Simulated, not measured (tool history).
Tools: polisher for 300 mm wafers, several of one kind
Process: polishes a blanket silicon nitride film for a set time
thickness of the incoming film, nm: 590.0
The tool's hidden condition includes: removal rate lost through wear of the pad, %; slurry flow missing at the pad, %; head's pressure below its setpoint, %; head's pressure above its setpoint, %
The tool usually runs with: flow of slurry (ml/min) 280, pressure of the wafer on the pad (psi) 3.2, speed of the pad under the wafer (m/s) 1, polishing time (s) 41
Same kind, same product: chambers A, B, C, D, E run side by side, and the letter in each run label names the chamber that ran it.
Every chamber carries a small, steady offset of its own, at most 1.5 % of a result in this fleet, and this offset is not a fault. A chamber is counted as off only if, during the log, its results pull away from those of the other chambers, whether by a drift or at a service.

run    day  flow of slurry (ml/min)  pressure of the wafer on the pad (psi)  speed of the pad under the wafer (m/s)  polishing time (s)  wafers polished on this pad  hours since the slurry nozzle was cleaned  hours since the head pressure was calibrated  film removed (Å)
 1D  0.171                      280                                     3.2                                       1                  41                          713                                      160.1                                         246.3            525.08
 2A  0.346                      280                                     3.2                                       1                  41                          563                                      141.9                                         276.7            538.19
 3E   0.45                      280                                     3.2                                       1                  41                          138                                      143.3                                         113.2            522.18
 4C  0.571                      280                                     3.2                                       1                  41                          526                                      794.9                                         928.8            539.33
 5B  0.771                      280                                     3.2                                       1                  41                          442                                      124.7                                         540.4            532.76
 6E  0.996                      280                                     3.2                                       1                  41                          224                                      156.4                                         126.3            526.45
 7A  1.192                      205                                     3.2                                    0.72                  41                          696                                      162.2                                           297            400.51
 8B  1.338                      205                                     3.2                                    0.72                  41                          531                                      138.3                                           554            391.27
 9C  1.475                      205                                     3.2                                    0.72                  41                          668                                      816.6                                         950.5            397.29
10D  1.646                      205                                     3.2                                    0.72                  41                          944                                      195.5                                         281.7            393.14
11C  1.858                      205                                     3.2                                    0.72                  41                          728                                      825.8                                         959.7            393.97
     1.917  -- chamber C: slurry nozzle cleaned
12E  2.058                      280                                     3.2                                       1                  41                          390                                      181.9                                         151.8            521.77
13A   2.25                      280                                     3.2                                       1                  41                          862                                      187.6                                         322.4            529.67
14B    2.4                      280                                     3.2                                       1                  41                          698                                      163.8                                         579.5            546.42
     2.529  -- chamber E: worn pad replaced by a new one
     2.542  -- chamber B: worn pad replaced by a new one
15D  2.608                      280                                     3.2                                       1                  41                         1095                                      218.6                                         304.8            532.23
16B  2.754                      235                                     3.2                                    1.18                  41                           33                                      172.3                                           588            607.36
     2.833  -- chamber D: worn pad replaced by a new one
17A  2.879                      235                                     3.2                                    1.18                  41                          960                                      202.7                                         337.5            606.67
18D  3.042                      235                                     3.2                                    1.18                  41                           33                                        229                                         315.2            603.14
     3.088  -- chamber D: slurry nozzle cleaned
19E  3.242                      235                                     3.2                                    1.18                  41                          111                                      210.3                                         180.2             595.3
      3.25  -- chamber A: worn pad replaced by a new one
20C  3.375                      235                                     3.2                                    1.18                  41                          966                                         35                                         996.1             611.9
21B    3.5                      280                                     3.2                                       1                  41                          150                                      190.2                                         605.9             536.8
     3.554  -- chamber A: head pressure recalibrated
      3.65  -- chamber C: worn pad replaced by a new one
22D  3.721                      280                                     3.2                                       1                  41                          139                                       15.2                                         331.5            541.43
23A  3.942                      280                                     3.2                                       1                  41                          108                                      228.2                                           9.4            466.11
24C  4.112                      280                                     3.2                                       1                  41                           72                                       52.7                                        1013.8             555.8
25E  4.217                      280                                     3.2                                       1                  41                          264                                      233.7                                         203.6            525.08
26A  4.412                      280                                     3.2                                     1.2                  48                          182                                      239.5                                          20.7            625.49
27D  4.562                      280                                     3.2                                     1.2                  48                          271                                       35.4                                         351.7            718.56
28C  4.708                      280                                     3.2                                     1.2                  48                          166                                         67                                        1028.1            736.98
29B  4.858                      280                                     3.2                                     1.2                  48                          363                                      222.8                                         638.5            742.07
30E  4.996                      280                                     3.2                                     1.2                  48                          386                                      252.4                                         222.3            707.04
31A  5.129                      280                                     3.2                                       1                  41                          294                                      256.7                                          37.9            477.76
32C  5.354                      280                                     3.2                                       1                  41                          267                                       82.5                                        1043.6            538.72
33B  5.479                      280                                     3.2                                       1                  41                          460                                      237.7                                         653.4            546.36
34E  5.621                      280                                     3.2                                       1                  41                          484                                      267.4                                         237.3            522.68
35D  5.842                      280                                     3.2                                       1                  41                          471                                       66.1                                         382.4            535.79

Does one chamber stand apart from the rest, does the shared gauge drift, or is all well apart from small per-chamber offsets? Give the chamber and the most likely cause, where there is one.

Chamber A came out of a service off from its peers and stayed that way.
Likeliest cause: head's pressure below its setpoint, % = 11.7.

Below are 4 candidate recipes for chamber A's next run, each the usual settings with a change, their results shown as question marks. Which of them brings A's results back in line with what the other chambers give on the usual settings?
In-line tolerance around the mean of the other chambers on the usual settings: film removed (Å) 21
36A-1  6.012                      280                                     3.2                                    1.06                  44                                                                                                                                       ?
36A-2  6.012                      280                                     3.2                                    0.94                  38                                                                                                                                       ?
36A-3  6.012                      275                                     2.9                                    0.92                  37                                                                                                                                       ?
36A-4  6.012                      280                                     3.2                                       1                  53                                                                                                                                       ?

What the other chambers average on the usual settings: film removed (Å) 535.37
  run  film removed (Å)
36A-1            525.57
36A-2             412.8
36A-3            357.51
36A-4            604.58
The answer is 36A-1, which returns the chamber to within the allowed miss of the others.

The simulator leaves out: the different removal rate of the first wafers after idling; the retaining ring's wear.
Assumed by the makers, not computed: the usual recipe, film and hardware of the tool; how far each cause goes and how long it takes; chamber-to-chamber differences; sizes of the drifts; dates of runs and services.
